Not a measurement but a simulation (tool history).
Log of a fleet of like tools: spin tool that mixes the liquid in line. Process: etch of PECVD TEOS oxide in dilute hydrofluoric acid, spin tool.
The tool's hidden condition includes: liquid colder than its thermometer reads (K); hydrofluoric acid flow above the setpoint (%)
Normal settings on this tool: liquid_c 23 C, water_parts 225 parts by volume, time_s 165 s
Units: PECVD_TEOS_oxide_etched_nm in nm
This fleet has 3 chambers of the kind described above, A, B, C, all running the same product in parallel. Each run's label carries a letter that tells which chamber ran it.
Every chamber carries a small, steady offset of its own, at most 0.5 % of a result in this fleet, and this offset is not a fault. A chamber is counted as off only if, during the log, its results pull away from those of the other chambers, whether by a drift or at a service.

| run | hour | liquid_c | water_parts | time_s | hours since the thermometer was replaced | hours since the hydrofluoric acid flow meter was replaced | read-back film thickness of the PECVD TEOS oxide reference wafer, read on the same gauge (nm) | PECVD_TEOS_oxide_etched_nm |
|---|---|---|---|---|---|---|---|---|
| 1A | 10.2 | 23 | 225 | 165 | 1081.3 | 531.1 | 69.977 | 5.9462 |
| 2B | 17.2 | 23 | 225 | 165 | 171.8 | 2097.4 | 69.976 | 6.0413 |
| 3C | 29.2 | 23 | 225 | 165 | 962.5 | 1039.3 | 69.988 | 6.0229 |
| 4A | 40 | 23 | 225 | 165 | 1111.1 | 560.9 | 70.028 | 6.0175 |
| 5B | 52.4 | 20 | 225 | 165 | 207 | 2132.6 | 69.975 | 5.395 |
| 6C | 63 | 20 | 225 | 165 | 996.3 | 1073.1 | 69.998 | 5.4064 |
| 7A | 71.3 | 20 | 225 | 165 | 1142.4 | 592.2 | 70.03 | 5.3475 |
|  | 73.8 | chamber C: hydrofluoric acid flow meter replaced |
| 8C | 77.4 | 23 | 225 | 165 | 1010.7 | 3.6 | 69.979 | 6.0293 |
| 9B | 84 | 23 | 225 | 165 | 238.6 | 2164.2 | 69.944 | 6.0626 |
| 10C | 95.6 | 23 | 225 | 165 | 1028.9 | 21.8 | 70.02 | 6.0552 |
| 11A | 106.8 | 23 | 225 | 165 | 1177.9 | 627.7 | 70.023 | 5.9904 |
| 12B | 114.5 | 23 | 225 | 165 | 269.1 | 2194.7 | 69.947 | 6.0369 |
| 13B | 120.8 | 23 | 225 | 165 | 275.4 | 2201 | 70.027 | 6.0472 |
| 14C | 132.8 | 23 | 225 | 165 | 1066.1 | 59 | 69.996 | 6.0551 |
| 15A | 141.6 | 23 | 225 | 165 | 1212.7 | 662.5 | 69.977 | 5.9294 |
| 16C | 147.6 | 20 | 225 | 165 | 1080.9 | 73.8 | 69.947 | 5.4286 |
| 17B | 153 | 20 | 225 | 165 | 307.6 | 2233.2 | 69.987 | 5.4078 |
| 18A | 159.5 | 20 | 225 | 165 | 1230.6 | 680.4 | 70.02 | 5.2876 |
| 19C | 171.5 | 23 | 225 | 165 | 1104.8 | 97.7 | 70.011 | 6.0182 |
| 20A | 181.1 | 23 | 225 | 165 | 1252.2 | 702 | 69.988 | 5.9349 |
| 21B | 192.1 | 23 | 160 | 80 | 346.7 | 2272.3 | 69.998 | 4.4376 |
| 22A | 202.7 | 23 | 160 | 80 | 1273.8 | 723.6 | 69.975 | 4.3309 |
| 23C | 208.3 | 23 | 160 | 80 | 1141.6 | 134.5 | 70.046 | 4.3714 |
| 24B | 218.3 | 23 | 300 | 165 | 372.9 | 2298.5 | 69.986 | 4.1754 |

Decide between three cases: one chamber stands off from its peers, the gauge reading all wafers drifts, or nothing is wrong past each chamber's small offset. Where a chamber is off, say which and what most likely put it there.

Chamber A drifts away from the others.
Most likely cause: liquid colder than its thermometer reads (K) = 0.54.
It could be hard to tell apart here from: hydrofluoric acid flow below the setpoint (%).

Which of the 4 candidates below, each the usual settings with something changed and its results left as question marks, puts chamber A back in line with what the other chambers give on the usual settings?
In line here means within this much of the mean the other chambers give on the usual settings: PECVD_TEOS_oxide_etched_nm 0.079 nm
| 25A-1 | 227.2 | 23 | 225 | 160 |  |  |  | ? |
| 25A-2 | 227.2 | 23 | 235 | 165 |  |  |  | ? |
| 25A-3 | 227.2 | 23 | 220 | 165 |  |  |  | ? |
| 25A-4 | 227.2 | 23 | 220 | 170 |  |  |  | ? |

Other chambers, usual settings, mean: PECVD_TEOS_oxide_etched_nm 6.0454 nm
| run | PECVD_TEOS_oxide_etched_nm |
|---|---|
| 25A-1 | 5.7127 |
| 25A-2 | 5.5855 |
| 25A-3 | 6.0547 |
| 25A-4 | 6.2382 |
It is 25A-3 that realigns the chamber with its peers.
